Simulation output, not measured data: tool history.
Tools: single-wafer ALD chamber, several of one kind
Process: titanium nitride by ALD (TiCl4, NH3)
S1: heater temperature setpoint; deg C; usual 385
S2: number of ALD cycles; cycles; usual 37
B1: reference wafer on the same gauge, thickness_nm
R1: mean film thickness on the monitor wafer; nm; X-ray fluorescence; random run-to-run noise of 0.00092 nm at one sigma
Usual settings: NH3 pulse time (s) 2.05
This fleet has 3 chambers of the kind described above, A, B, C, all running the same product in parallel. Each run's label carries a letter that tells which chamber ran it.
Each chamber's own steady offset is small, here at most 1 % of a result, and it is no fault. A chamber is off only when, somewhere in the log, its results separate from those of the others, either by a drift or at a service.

{"run": "1B", "day": 0.179, "S1": 385, "S2": 37, "NH3 pulse time (s)": 2.05, "B1": 0.72888, "R1": 0.80838}
{"run": "2C", "day": 0.333, "S1": 385, "S2": 37, "NH3 pulse time (s)": 2.05, "B1": 0.72861, "R1": 0.8062}
{"run": "3A", "day": 0.429, "S1": 385, "S2": 37, "NH3 pulse time (s)": 2.05, "B1": 0.72876, "R1": 0.81185}
{"run": "4A", "day": 0.579, "S1": 385, "S2": 37, "NH3 pulse time (s)": 2.05, "B1": 0.72856, "R1": 0.8137}
{"run": "5B", "day": 0.767, "S1": 385, "S2": 37, "NH3 pulse time (s)": 2.05, "B1": 0.72853, "R1": 0.80676}
{"run": "6C", "day": 0.917, "S1": 385, "S2": 37, "NH3 pulse time (s)": 2.05, "B1": 0.72855, "R1": 0.80633}
{"run": "7A", "day": 1.092, "S1": 376, "S2": 37, "NH3 pulse time (s)": 2.05, "B1": 0.72815, "R1": 0.80455}
{"run": "8B", "day": 1.283, "S1": 376, "S2": 37, "NH3 pulse time (s)": 2.05, "B1": 0.72781, "R1": 0.80116}
{"run": "9C", "day": 1.392, "S1": 376, "S2": 37, "NH3 pulse time (s)": 2.05, "B1": 0.7276, "R1": 0.79929}
{"run": "10A", "day": 1.546, "S1": 385, "S2": 37, "NH3 pulse time (s)": 2.05, "B1": 0.72804, "R1": 0.81095}
{"run": "11B", "day": 1.729, "S1": 385, "S2": 37, "NH3 pulse time (s)": 2.05, "B1": 0.72756, "R1": 0.80611}
{"run": "12C", "day": 1.888, "S1": 385, "S2": 37, "NH3 pulse time (s)": 2.05, "B1": 0.7274, "R1": 0.80342}
{"run": "13B", "day": 1.979, "S1": 385, "S2": 37, "NH3 pulse time (s)": 2.05, "B1": 0.72734, "R1": 0.80432}
{"run": "14C", "day": 2.112, "S1": 385, "S2": 37, "NH3 pulse time (s)": 2.05, "B1": 0.72724, "R1": 0.80335}
{"run": "15A", "day": 2.204, "S1": 385, "S2": 37, "NH3 pulse time (s)": 2.05, "B1": 0.7274, "R1": 0.80876}
{"run": "16A", "day": 2.358, "S1": 385, "S2": 37, "NH3 pulse time (s)": 2.05, "B1": 0.72714, "R1": 0.80879}
{"run": "17B", "day": 2.521, "S1": 385, "S2": 37, "NH3 pulse time (s)": 2.05, "B1": 0.72691, "R1": 0.80493}
{"run": "18C", "day": 2.717, "S1": 385, "S2": 37, "NH3 pulse time (s)": 2.05, "B1": 0.727, "R1": 0.80477}
{"run": "19C", "day": 2.9, "S1": 385, "S2": 37, "NH3 pulse time (s)": 2.05, "B1": 0.72693, "R1": 0.80405}
{"run": "20A", "day": 3.054, "S1": 385, "S2": 37, "NH3 pulse time (s)": 2.79, "B1": 0.72659, "R1": 0.82137}
{"run": "21B", "day": 3.204, "S1": 385, "S2": 37, "NH3 pulse time (s)": 2.79, "B1": 0.72629, "R1": 0.81776}
{"run": "22C", "day": 3.308, "S1": 385, "S2": 37, "NH3 pulse time (s)": 2.79, "B1": 0.72668, "R1": 0.81363}
{"run": "23A", "day": 3.429, "S1": 385, "S2": 37, "NH3 pulse time (s)": 2.05, "B1": 0.72616, "R1": 0.80846}
{"run": "24B", "day": 3.521, "S1": 385, "S2": 37, "NH3 pulse time (s)": 2.05, "B1": 0.72614, "R1": 0.80491}
{"run": "25B", "day": 3.658, "S1": 385, "S2": 37, "NH3 pulse time (s)": 2.05, "B1": 0.72625, "R1": 0.80501}
{"run": "26A", "day": 3.808, "S1": 385, "S2": 37, "NH3 pulse time (s)": 2.05, "B1": 0.72604, "R1": 0.80802}
{"run": "27C", "day": 3.908, "S1": 385, "S2": 37, "NH3 pulse time (s)": 2.05, "B1": 0.72606, "R1": 0.80206}
{"run": "28C", "day": 4.0, "S1": 385, "S2": 37, "NH3 pulse time (s)": 2.05, "B1": 0.72587, "R1": 0.8026}
{"run": "29B", "day": 4.121, "S1": 385, "S2": 37, "NH3 pulse time (s)": 2.05, "B1": 0.72576, "R1": 0.80414}
{"run": "30A", "day": 4.254, "S1": 385, "S2": 37, "NH3 pulse time (s)": 2.05, "B1": 0.72555, "R1": 0.80756}

The same settings go to every chamber for the next run, one line per chamber below. Forecast the results for each:
{"run": "31A", "day": 4.396, "S1": 385, "S2": 37, "NH3 pulse time (s)": 2.05, "R1": "?"}
{"run": "31B", "day": 4.396, "S1": 385, "S2": 37, "NH3 pulse time (s)": 2.05, "R1": "?"}
{"run": "31C", "day": 4.396, "S1": 385, "S2": 37, "NH3 pulse time (s)": 2.05, "R1": "?"}

run=31A R1=0.80904
run=31B R1=0.80325
run=31C R1=0.80252
